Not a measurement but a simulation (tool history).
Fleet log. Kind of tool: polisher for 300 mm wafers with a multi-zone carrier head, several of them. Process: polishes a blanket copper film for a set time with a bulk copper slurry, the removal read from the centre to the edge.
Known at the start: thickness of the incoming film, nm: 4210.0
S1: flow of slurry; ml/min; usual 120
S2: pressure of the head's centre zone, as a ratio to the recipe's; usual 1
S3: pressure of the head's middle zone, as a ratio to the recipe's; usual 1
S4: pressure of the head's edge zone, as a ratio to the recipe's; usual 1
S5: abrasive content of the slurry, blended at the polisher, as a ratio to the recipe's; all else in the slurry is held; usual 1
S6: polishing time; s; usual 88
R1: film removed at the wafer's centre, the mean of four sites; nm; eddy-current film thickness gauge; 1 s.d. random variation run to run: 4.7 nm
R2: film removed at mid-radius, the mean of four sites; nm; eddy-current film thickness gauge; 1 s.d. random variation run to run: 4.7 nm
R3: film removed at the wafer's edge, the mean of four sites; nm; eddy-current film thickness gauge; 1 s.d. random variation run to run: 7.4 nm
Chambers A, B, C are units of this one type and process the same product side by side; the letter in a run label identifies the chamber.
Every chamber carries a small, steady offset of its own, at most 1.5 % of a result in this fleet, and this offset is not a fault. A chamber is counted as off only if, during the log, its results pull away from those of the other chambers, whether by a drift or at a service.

run,day,S1,S2,S3,S4,S5,S6,R1,R2,R3
# day 0.196: chamber B: slurry nozzle cleaned
1B,0.367,120,1,1,1,1,88,482.64,493.93,488.89
# day 0.492: chamber C: worn pad replaced by a new one
2C,0.7,120,1,1,1,1,88,490.95,485.91,476.97
3A,1.046,120,1,1,1,1,88,489.2,496.56,499.52
4A,1.371,120,1,1,1,1,88,499.72,499.06,499.04
5C,1.704,120,1,1,1,1,88,495.6,495.01,488.18
# day 2.096: chamber B: worn pad replaced by a new one
6B,2.104,120,1,1,1,1,88,486.4,492.99,498.58
7B,2.367,120,1,1,1,1,88,490.93,492.46,507.36
8A,2.7,120,1,1,1,1,88,494.52,498.01,492.55
# day 2.833: chamber A: slurry nozzle cleaned
9C,3.075,120,1,1,1,1,88,496.95,496.42,494.76
# day 3.088: chamber C: worn pad replaced by a new one
10B,3.35,120,1,1,1,1,88,495.6,492.89,502.24
11C,3.704,120,1,1,1,1,88,498.43,488.56,478.47
12A,3.996,120,1.06,1,1,1,88,541.44,501.58,511.65
13C,4.429,120,1.06,1,1,1,88,530.75,493.44,488.85
# day 4.462: chamber A: edge zone pressure recalibrated
# day 4.492: chamber A: worn pad replaced by a new one
14A,4.904,120,1.06,1,1,1,88,539.8,500.9,502.41
15B,5.188,120,0.89,1,1,1,69,341.54,385.54,389.58
# day 5.217: chamber B: worn pad replaced by a new one
# day 5.45: chamber C: worn pad replaced by a new one
16B,5.65,120,0.89,1,1,1,69,341.29,393.26,377.83
17A,6.038,120,0.89,1,1,1,69,346.25,389.11,388.73
18C,6.546,120,1,1,1,1,88,496.25,492.58,502.66
19A,6.838,120,1,1,1,1,88,511.96,497.82,505.21
20B,7.075,120,1,1,1,1,88,486.66,489.29,478.98
21C,7.525,120,1,1,1,1,88,498.91,487.67,492.41
22C,7.858,120,1,1,1,1,88,491,492.76,492.11
# day 8.083: chamber B: worn pad replaced by a new one
23A,8.312,120,0.96,1,0.92,1,88,490.55,490.41,473.19
# day 8.462: chamber C: worn pad replaced by a new one
# day 8.5: chamber C: centre zone pressure recalibrated
24B,8.717,120,0.96,1,0.92,1,88,466.49,497.34,476.71
25B,9.221,120,0.96,1,0.92,1,88,463.85,499.81,470.42
26A,9.683,120,1.06,0.92,1,1,88,554.88,471.14,493.76
# day 9.8: chamber A: worn pad replaced by a new one
27C,9.908,120,1.06,0.92,1,1,88,521.63,457.55,494.31
28B,10.238,120,1.06,0.92,1,1,88,517.17,460.96,490.58
29C,10.496,120,1,1,1,1,88,497.75,495.78,494.77
30A,10.867,135,1,1,1,1.2,88,566.13,537.42,524.29
# day 10.875: chamber B: worn pad replaced by a new one
# day 10.917: chamber C: edge zone pressure recalibrated
# day 11.179: chamber C: worn pad replaced by a new one
31B,11.321,135,1,1,1,1.2,88,522.29,538.61,532.65
32A,11.742,135,1,1,1,1.2,88,560.25,528.47,517.86
33C,12.05,120,1.1,1,1,1.25,88,578.13,520.03,517.36
34A,12.542,120,1.1,1,1,1.25,88,618.71,525.37,516.55

Read the log: is a single chamber off, either drifting away or since a service, is the gauge that measures every chamber drifting, or is nothing wrong beyond small per-chamber offsets? Name any odd chamber and what most likely caused it.

It is chamber A that slowly wanders off from its peers.
What lies behind it: centre zone's pressure above its setpoint, % = 7.18.

Chamber A could run next with any of the 4 candidate recipes listed below; each alters the usual settings, and their results appear as question marks. Which one brings its results back in line with what the other chambers deliver on the usual settings?
In line means no further than this from the other chambers' mean on the usual settings: R1 17 nm; R2 16 nm; R3 26 nm
35A-1,12.921,125,1.06,0.99,0.98,1,89,?,?,?
35A-2,12.921,115,0.94,1.01,1.02,1,87,?,?,?
35A-3,12.921,130,1.11,0.99,0.96,1,89,?,?,?
35A-4,12.921,110,0.89,1.01,1.04,1,87,?,?,?

Average result of the remaining chambers running the usual settings: R1 491.79 nm; R2 492.84 nm; R3 494.88 nm
run,R1,R2,R3
35A-1,580.83,505.03,502.17
35A-2,487.25,493.41,494.48
35A-3,616.56,509.31,499.82
35A-4,453.11,488.11,495.87
It is 35A-2 that realigns the chamber with its peers.

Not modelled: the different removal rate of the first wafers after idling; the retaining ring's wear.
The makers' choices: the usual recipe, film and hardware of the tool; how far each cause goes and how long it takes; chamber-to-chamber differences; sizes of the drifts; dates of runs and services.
